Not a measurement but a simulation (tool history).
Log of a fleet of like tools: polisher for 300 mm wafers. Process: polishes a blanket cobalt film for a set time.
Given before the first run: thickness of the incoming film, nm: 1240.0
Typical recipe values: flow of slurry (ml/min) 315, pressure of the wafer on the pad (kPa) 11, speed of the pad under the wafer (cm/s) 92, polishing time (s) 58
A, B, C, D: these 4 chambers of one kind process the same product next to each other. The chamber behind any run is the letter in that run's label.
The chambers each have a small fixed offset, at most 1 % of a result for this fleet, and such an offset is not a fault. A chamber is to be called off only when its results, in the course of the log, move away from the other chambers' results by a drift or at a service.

run,hour,flow of slurry (ml/min),pressure of the wafer on the pad (kPa),speed of the pad under the wafer (cm/s),polishing time (s),film removed (Å)
1C,5.4,315,11,92,58,2138.1
2A,10.3,315,11,92,58,2125.1
# hour 11.1: chamber B: worn pad replaced by a new one
3D,13.3,315,11,92,58,2159.4
4B,17.8,315,11,92,58,2171
# hour 20.6: chamber B: slurry nozzle cleaned
5B,22.7,315,11,92,58,2202.7
6A,27.7,315,11,92,58,2110.2
7C,30.4,315,11,92,58,2096
8D,35.9,235,11,92,45,1629.1
# hour 37.7: chamber D: worn pad replaced by a new one
9D,41.3,235,11,92,45,1562.9
# hour 41.9: chamber C: worn pad replaced by a new one
10B,46.8,235,11,92,45,1670.3
11C,51.5,235,11,92,45,1622.9
12A,54.2,315,11,92,58,2147.7
13D,59,315,11,92,58,2161.9
# hour 61.5: chamber C: head pressure recalibrated
14B,64.5,315,11,92,58,2260.9
15A,67.1,315,11,92,58,2128.5
16C,71,315,11,92,58,2126.1
17A,74.3,315,11,92,58,2132.4
18D,78.7,315,11,92,58,2123.9
19B,82.3,315,11,92,58,2261.8
20C,86.8,315,11,92,58,2112.1
21B,91.7,315,11,92,58,2299.9
22C,96.7,385,11,92,58,2169.3
23D,101.7,385,11,92,58,2177.6
24A,105.1,385,11,92,58,2178.7

Next, all 4 chambers run the settings below, one line each with question marks for the results. What does each chamber give?
25A,109.2,315,11,92,58,?
25B,109.2,315,11,92,58,?
25C,109.2,315,11,92,58,?
25D,109.2,315,11,92,58,?

run,film removed (Å)
25A,2124.5
25B,2277.6
25C,2127
25D,2115.7

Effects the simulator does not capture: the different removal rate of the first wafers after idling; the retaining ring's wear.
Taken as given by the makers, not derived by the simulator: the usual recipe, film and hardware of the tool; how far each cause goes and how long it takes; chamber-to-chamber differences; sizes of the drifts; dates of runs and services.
